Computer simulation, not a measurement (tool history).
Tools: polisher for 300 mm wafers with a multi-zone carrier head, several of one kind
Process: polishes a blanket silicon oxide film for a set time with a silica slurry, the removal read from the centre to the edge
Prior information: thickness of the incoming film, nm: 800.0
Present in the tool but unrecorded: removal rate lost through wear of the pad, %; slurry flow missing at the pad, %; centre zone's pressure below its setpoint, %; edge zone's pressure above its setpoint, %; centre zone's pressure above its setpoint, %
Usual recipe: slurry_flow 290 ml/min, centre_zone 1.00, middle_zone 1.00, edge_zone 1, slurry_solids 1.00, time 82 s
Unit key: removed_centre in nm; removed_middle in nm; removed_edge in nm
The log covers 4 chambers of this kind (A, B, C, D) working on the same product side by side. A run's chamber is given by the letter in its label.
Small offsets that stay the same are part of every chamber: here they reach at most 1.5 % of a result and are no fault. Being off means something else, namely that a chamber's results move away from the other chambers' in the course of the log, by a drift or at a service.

run   hour  slurry_flow  centre_zone  middle_zone  edge_zone  slurry_solids  time  wafers polished on this pad  hours since the slurry nozzle was cleaned  hours since the centre zone pressure was calibrated  hours since the edge zone pressure was calibrated  removed_centre  removed_middle  removed_edge
 1B   10.7          290         1.00         1.00          1           1.00    82                          296                                      293.6                                                267.4                                               57.8          256.03          251.37        251.80
 2C   20.5          290         1.00         1.00          1           1.00    82                          671                                      169.9                                               1380.6                                              982.2          252.15          255.80        256.50
 3A   28.6          290         1.00         1.00          1           1.00    82                          545                                      434.6                                                579.4                                               44.3          254.67          250.51        255.07
 4D   37.3          290         1.00         1.00          1           1.00    82                          691                                      259.9                                                958.8                                              605.4          250.54          254.21        249.53
      39.9  -- chamber D: worn pad replaced by a new one
 5C   49.0          290         1.00         1.00          1           1.00    82                         1016                                      198.4                                               1409.1                                             1010.7          251.55          253.33        249.28
      50.4  -- chamber A: worn pad replaced by a new one
 6A   54.8          290         1.00         1.00          1           1.00    82                           53                                      460.8                                                605.6                                               70.5          248.19          251.07        257.28
 7B   65.7          290         1.00         1.00          1           1.00    82                          963                                      348.6                                                322.4                                              112.8          256.64          256.76        252.63
      71.6  -- chamber C: worn pad replaced by a new one
      72.0  -- chamber B: worn pad replaced by a new one
 8D   76.0          290         1.08         1.00          1           1.00    82                          438                                      298.6                                                997.5                                              644.1          281.17          249.48        262.12
 9B   83.2          290         1.08         1.00          1           1.00    82                          136                                      366.1                                                339.9                                              130.3          280.24          251.26        258.07
10C   93.9          290         1.08         1.00          1           1.00    82                          271                                      243.3                                               1454.0                                             1055.6          272.10          255.76        247.66
     103.0  -- chamber D: worn pad replaced by a new one
11A  105.1          290         1.08         1.00          1           1.00    82                          663                                      511.1                                                655.9                                              120.8          274.72          251.14        264.71
     107.2  -- chamber C: edge zone pressure recalibrated
12D  112.5          290         1.00         1.00          1           1.00    82                          116                                      335.1                                               1034.0                                              680.6          248.88          255.19        260.59
     117.8  -- chamber A: centre zone pressure recalibrated
     118.0  -- chamber A: worn pad replaced by a new one
     120.8  -- chamber C: centre zone pressure recalibrated
13D  124.8          290         1.00         1.06          1           1.00    82                          265                                      347.4                                               1046.3                                              692.9          253.94          265.10        254.51
     132.7  -- chamber B: slurry nozzle cleaned
14A  134.1          290         1.00         1.06          1           1.00    82                          195                                      540.1                                                 16.4                                              149.8          251.28          262.42        260.37
15C  143.4          290         1.00         1.06          1           1.00    82                          871                                      292.8                                                 22.7                                               36.2          235.40          268.39        247.55
16B  154.6          290         1.00         1.06          1           1.00    82                         1001                                       22.0                                                411.3                                              201.7          255.25          265.28        259.19
     156.6  -- chamber D: worn pad replaced by a new one
17C  160.4          290         1.00         1.00          1           1.00    82                         1077                                      309.8                                                 39.7                                               53.2          230.18          251.56        252.55
     161.9  -- chamber C: worn pad replaced by a new one
     164.4  -- chamber B: worn pad replaced by a new one
18A  170.8          290         1.00         1.00          1           1.00    82                          640                                      576.8                                                 53.1                                              186.5          249.74          252.92        257.16
     178.5  -- chamber A: worn pad replaced by a new one
19B  182.5          290         1.00         1.00          1           1.00    82                          220                                       49.9                                                439.2                                              229.6          252.50          254.03        257.15
20D  194.0          220         1.00         1.00          1           0.80    82                          453                                      416.6                                               1115.5                                              762.1          217.69          215.19        224.55
21D  201.8          220         1.00         1.00          1           0.80    82                          548                                      424.4                                               1123.3                                              769.9          218.36          220.00        218.06
     212.2  -- chamber D: worn pad replaced by a new one
22A  213.8          220         1.00         1.00          1           0.80    82                          428                                      619.8                                                 96.1                                              229.5          218.82          217.44        225.56
23C  219.7          220         1.00         1.00          1           0.80    82                          701                                      369.1                                                 99.0                                              112.5          204.32          219.61        227.01
24B  230.9          290         1.00         1.00          1           1.00    82                          806                                       98.3                                                487.6                                              278.0          251.57          254.17        251.87
25C  236.4          290         1.00         1.00          1           1.00    82                          903                                      385.8                                                115.7                                              129.2          236.13          254.96        256.02
     237.0  -- chamber A: worn pad replaced by a new one
26B  247.4          290         1.00         1.00          1           1.00    82                         1006                                      114.8                                                504.1                                              294.5          249.10          253.94        256.38
27D  259.8          290         1.00         1.00          1           1.00    82                          578                                      482.4                                               1181.3                                              827.9          252.78          252.72        250.79
     264.0  -- chamber D: worn pad replaced by a new one
     264.3  -- chamber B: worn pad replaced by a new one
28A  266.5          290         1.00         1.00          1           1.00    82                          358                                      672.5                                                148.8                                              282.2          251.92          250.25        257.57
     272.7  -- chamber B: edge zone pressure recalibrated
29D  272.9          290         1.00         1.07          1           1.15    82                          108                                      495.5                                               1194.4                                              841.0          269.32          286.05        271.12
30B  283.6          290         1.00         1.07          1           1.15    82                          234                                      151.0                                                540.3                                               10.9          272.08          287.62        263.11
31A  294.2          290         1.00         1.07          1           1.15    82                          694                                      700.2                                                176.5                                              309.9          271.44          287.14        279.26

Is one chamber out of step, is the gauge drifting, or do the chambers differ by no more than their own small offsets? For an off chamber, give its letter and the likeliest cause.

After it was serviced, chamber C no longer matches the other chambers.
Cause: centre zone's pressure below its setpoint, % = 6.38.

Here are 4 candidates for chamber C's next run, each the usual settings with a change, their results left as question marks. Which one brings its results back in line with what the others give on the usual settings?
In line here means within this much of the mean the other chambers give on the usual settings: removed_centre 8.10 nm; removed_middle 7.40 nm; removed_edge 11.00 nm
32C-1  303.3          295         1.05         0.98       0.99           1.00    83                                                                                                                                                                                               ?               ?             ?
32C-2  303.3          285         0.95         1.02       1.01           1.00    81                                                                                                                                                                                               ?               ?             ?
32C-3  303.3          295         1.10         0.96       0.98           1.00    85                                                                                                                                                                                               ?               ?             ?
32C-4  303.3          285         0.91         1.04       1.02           1.00    80                                                                                                                                                                                               ?               ?             ?

What the other chambers average on the usual settings: removed_centre 253.33 nm; removed_middle 253.88 nm; removed_edge 255.65 nm
  run  removed_centre  removed_middle  removed_edge
32C-1          249.41          252.36        253.31
32C-2          217.42          254.85        249.05
32C-3          268.61          253.49        258.10
32C-4          204.85          256.34        247.21
It is 32C-1 that realigns the chamber with its peers.
